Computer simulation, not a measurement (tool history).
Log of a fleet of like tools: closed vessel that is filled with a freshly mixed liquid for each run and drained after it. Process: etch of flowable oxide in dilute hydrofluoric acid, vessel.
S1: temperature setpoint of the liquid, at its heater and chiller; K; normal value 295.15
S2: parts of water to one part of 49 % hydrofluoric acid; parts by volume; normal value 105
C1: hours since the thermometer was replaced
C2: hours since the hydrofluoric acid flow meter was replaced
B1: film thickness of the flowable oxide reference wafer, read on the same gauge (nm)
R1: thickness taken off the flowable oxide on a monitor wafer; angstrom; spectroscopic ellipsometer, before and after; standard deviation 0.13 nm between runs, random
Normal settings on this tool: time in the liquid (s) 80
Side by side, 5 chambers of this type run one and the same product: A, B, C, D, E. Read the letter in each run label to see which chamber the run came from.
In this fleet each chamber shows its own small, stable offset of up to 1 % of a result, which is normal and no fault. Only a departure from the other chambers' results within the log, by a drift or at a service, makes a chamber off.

Run 1B, hour 13.7: usual settings; C1 798.8; C2 1925.3; B1 130.01. Result: R1 368.22 angstrom.
Run 2A, hour 23.3: usual settings; C1 66.5; C2 368.3; B1 129.99. Result: R1 373.71 angstrom.
Run 3D, hour 35.9: usual settings; C1 1196.5; C2 1247.4; B1 129.98. Result: R1 367.04 angstrom.
Run 4E, hour 45.2: usual settings; C1 1901.8; C2 157.3; B1 129.99. Result: R1 369.44 angstrom.
Run 5C, hour 53.7: usual settings; C1 164.5; C2 1797.1; B1 130.01. Result: R1 366.28 angstrom.
Run 6B, hour 63.1: usual settings; C1 848.2; C2 1974.7; B1 130.00. Result: R1 369.94 angstrom.
Run 7C, hour 69.8: usual settings; C1 180.6; C2 1813.2; B1 130.00. Result: R1 364.99 angstrom.
At hour 76.6: chamber C: hydrofluoric acid flow meter replaced.
Run 8D, hour 77.2: usual settings; C1 1237.8; C2 1288.7; B1 130.00. Result: R1 369.34 angstrom.
Run 9A, hour 86.1: usual settings; C1 129.3; C2 431.1; B1 130.02. Result: R1 374.50 angstrom.
At hour 90.6: chamber E: thermometer replaced.
Run 10E, hour 98.4: usual settings; C1 7.9; C2 210.5; B1 129.99. Result: R1 371.73 angstrom.
Run 11E, hour 109.7: usual settings; C1 19.2; C2 221.8; B1 129.98. Result: R1 371.01 angstrom.
Run 12B, hour 117.2: usual settings; C1 902.3; C2 2028.8; B1 129.96. Result: R1 368.51 angstrom.
Run 13A, hour 125.7: usual settings; C1 168.9; C2 470.7; B1 130.01. Result: R1 374.35 angstrom.
Run 14D, hour 132.5: usual settings; C1 1293.1; C2 1344.0; B1 129.98. Result: R1 368.51 angstrom.
Run 15C, hour 140.8: usual settings; C1 251.6; C2 64.3; B1 129.98. Result: R1 363.77 angstrom.
At hour 150.7: chamber B: hydrofluoric acid flow meter replaced.
Run 16C, hour 152.6: usual settings; C1 263.4; C2 76.1; B1 130.01. Result: R1 366.52 angstrom.
Run 17D, hour 162.1: usual settings; C1 1322.7; C2 1373.6; B1 130.01. Result: R1 369.55 angstrom.
Run 18B, hour 174.0: usual settings; C1 959.1; C2 23.3; B1 130.01. Result: R1 366.87 angstrom.
Run 19E, hour 183.0: usual settings; C1 92.5; C2 295.1; B1 130.00. Result: R1 368.33 angstrom.
Run 20A, hour 189.6: usual settings but S2 70 parts by volume; C1 232.8; C2 534.6; B1 130.01. Result: R1 581.47 angstrom.
Run 21A, hour 198.2: usual settings but S2 70 parts by volume; C1 241.4; C2 543.2; B1 129.99. Result: R1 581.49 angstrom.
Run 22E, hour 212.9: usual settings but S2 70 parts by volume; C1 122.4; C2 325.0; B1 129.99. Result: R1 579.29 angstrom.
Run 23D, hour 224.6: usual settings but S2 70 parts by volume; C1 1385.2; C2 1436.1; B1 129.99. Result: R1 574.22 angstrom.
Run 24B, hour 232.2: usual settings but S2 70 parts by volume; C1 1017.3; C2 81.5; B1 129.98. Result: R1 584.72 angstrom.
Run 25C, hour 242.6: usual settings; C1 353.4; C2 166.1; B1 130.00. Result: R1 366.67 angstrom.
Run 26D, hour 252.1: usual settings but S1 291.15 K, time in the liquid (s) 65; C1 1412.7; C2 1463.6; B1 130.02. Result: R1 251.86 angstrom.
Run 27B, hour 263.5: usual settings but S1 291.15 K, time in the liquid (s) 65; C1 1048.6; C2 112.8; B1 130.01. Result: R1 254.33 angstrom.
Run 28A, hour 274.0: usual settings but S1 291.15 K, time in the liquid (s) 65; C1 317.2; C2 619.0; B1 130.00. Result: R1 258.55 angstrom.
Run 29E, hour 283.0: usual settings but S1 291.15 K, time in the liquid (s) 65; C1 192.5; C2 395.1; B1 130.00. Result: R1 256.17 angstrom.
Run 30C, hour 291.4: usual settings but S1 291.15 K, time in the liquid (s) 65; C1 402.2; C2 214.9; B1 130.01. Result: R1 252.44 angstrom.
Run 31E, hour 303.9: usual settings; C1 213.4; C2 416.0; B1 130.02. Result: R1 371.20 angstrom.
Run 32C, hour 317.1: usual settings; C1 427.9; C2 240.6; B1 130.00. Result: R1 367.06 angstrom.
Run 33D, hour 324.3: usual settings; C1 1484.9; C2 1535.8; B1 130.00. Result: R1 367.84 angstrom.
Run 34B, hour 336.5: usual settings; C1 1121.6; C2 185.8; B1 129.99. Result: R1 368.01 angstrom.

Each of the 5 chambers runs these same settings next. Fill in every chamber's results:
Run 35A, hour 347.4: usual settings but S1 299.65 K. Result: R1 ?.
Run 35B, hour 347.4: usual settings but S1 299.65 K. Result: R1 ?.
Run 35C, hour 347.4: usual settings but S1 299.65 K. Result: R1 ?.
Run 35D, hour 347.4: usual settings but S1 299.65 K. Result: R1 ?.
Run 35E, hour 347.4: usual settings but S1 299.65 K. Result: R1 ?.

run      R1
35A  445.48
35B  438.66
35C  438.69
35D  439.47
35E  444.58

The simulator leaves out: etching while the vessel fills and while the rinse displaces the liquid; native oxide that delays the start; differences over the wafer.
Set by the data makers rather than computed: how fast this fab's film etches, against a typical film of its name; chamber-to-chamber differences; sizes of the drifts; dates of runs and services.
